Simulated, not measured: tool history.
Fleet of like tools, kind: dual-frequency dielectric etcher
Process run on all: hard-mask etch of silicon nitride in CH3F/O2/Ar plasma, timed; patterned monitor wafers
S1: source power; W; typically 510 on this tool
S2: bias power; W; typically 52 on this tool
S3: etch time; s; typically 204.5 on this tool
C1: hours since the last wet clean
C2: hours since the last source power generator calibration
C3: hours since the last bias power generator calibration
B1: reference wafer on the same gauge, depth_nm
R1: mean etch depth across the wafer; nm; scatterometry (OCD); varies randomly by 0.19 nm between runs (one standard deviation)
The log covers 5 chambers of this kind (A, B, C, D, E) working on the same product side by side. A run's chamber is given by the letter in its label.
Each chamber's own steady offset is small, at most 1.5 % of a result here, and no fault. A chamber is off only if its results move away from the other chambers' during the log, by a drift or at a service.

run,hour,S1,S2,S3,C1,C2,C3,B1,R1
# hour 0.6: chamber A: wet clean of the chamber
1A,2.3,510,52,204.5,1.7,782.3,2660.1,137.03,142.16
2E,4.6,510,52,204.5,414.5,1819.9,554.9,136.95,141.47
3B,7,510,52,204.5,194.3,1814,1066.7,136.98,142.09
# hour 7.1: chamber E: source power generator calibrated
4C,9.8,510,52,204.5,537.4,2325.6,3019.8,137,143.3
5D,12.9,510,52,241,453.1,62.5,263.7,136.95,164.6
6E,15.2,510,52,241,425.1,8.2,565.5,136.94,166.7
7A,19.5,510,52,241,18.9,799.5,2677.3,136.88,167.78
8B,24.1,510,52,241,211.4,1831.1,1083.8,136.82,167.3
9C,28.4,510,52,241,556,2344.2,3038.4,136.86,168.68
10D,31.6,510,52,204.5,471.8,81.2,282.4,136.82,139.51
11D,35.8,510,52,204.5,476,85.4,286.6,136.81,139.62
12E,39.1,510,52,204.5,449,32.1,589.4,136.81,141.44
13B,43.1,510,52,204.5,230.4,1850.1,1102.8,136.82,141.84
14A,47.4,510,61,204.5,46.8,827.4,2705.2,136.74,148.95
15C,50.4,510,61,204.5,578,2366.2,3060.4,136.78,150.88
16D,54.6,510,61,204.5,494.8,104.2,305.4,136.71,146.63
17C,57.6,510,61,204.5,585.2,2373.4,3067.6,136.65,150.4
18E,60.9,510,61,204.5,470.8,53.9,611.2,136.65,149.11
19B,62.9,510,52,204.5,250.2,1869.9,1122.6,136.66,141.7
20A,65.5,510,52,204.5,64.9,845.5,2723.3,136.67,141.63
21D,67.5,510,52,204.5,507.7,117.1,318.3,136.61,139.65
22E,70.5,510,52,204.5,480.4,63.5,620.8,136.6,141.71
23B,74.1,510,52,204.5,261.4,1881.1,1133.8,136.59,141.56
24A,78,510,52,204.5,77.4,858,2735.8,136.56,141.49
25C,82.2,510,52,204.5,609.8,2398,3092.2,136.61,143.1
26B,85.8,510,52,204.5,273.1,1892.8,1145.5,136.54,141.66
27C,88.1,510,52,204.5,615.7,2403.9,3098.1,136.51,142.96
28E,91.5,410,52,157.5,501.4,84.5,641.8,136.46,100.02
29D,95.1,410,52,157.5,535.3,144.7,345.9,136.48,98.701
# hour 98.5: chamber C: wet clean of the chamber
30A,99.6,410,52,157.5,99,879.6,2757.4,136.48,100.01
31C,103.5,410,52,157.5,5.1,2419.3,3113.5,136.45,100.93
32A,107.2,410,52,157.5,106.6,887.2,2765,136.37,99.905
33E,111.4,510,52,204.5,521.3,104.4,661.7,136.38,141.2
34B,114.3,510,52,204.5,301.6,1921.3,1174,136.41,141.37
35D,117.9,510,52,204.5,558.1,167.5,368.7,136.38,139.07
36C,122.5,510,52,204.5,24.1,2438.3,3132.5,136.32,143.04
37A,125,510,52,204.5,124.4,905,2782.8,136.28,141.41
38E,127.8,510,52,204.5,537.7,120.8,678.1,136.29,140.75
39B,130.2,510,52,204.5,317.5,1937.2,1189.9,136.29,141.31
40D,132.5,510,61,181.5,572.7,182.1,383.3,136.29,129.54

Is one chamber off against the others, does the gauge drift, or is nothing wrong? If a chamber is off, say which, and what the likeliest cause is.

No chamber is off; the gauge reading every chamber's wafers drifts, which makes the whole fleet appear to move together.
Likeliest cause: gauge reads low (%) = 0.538.
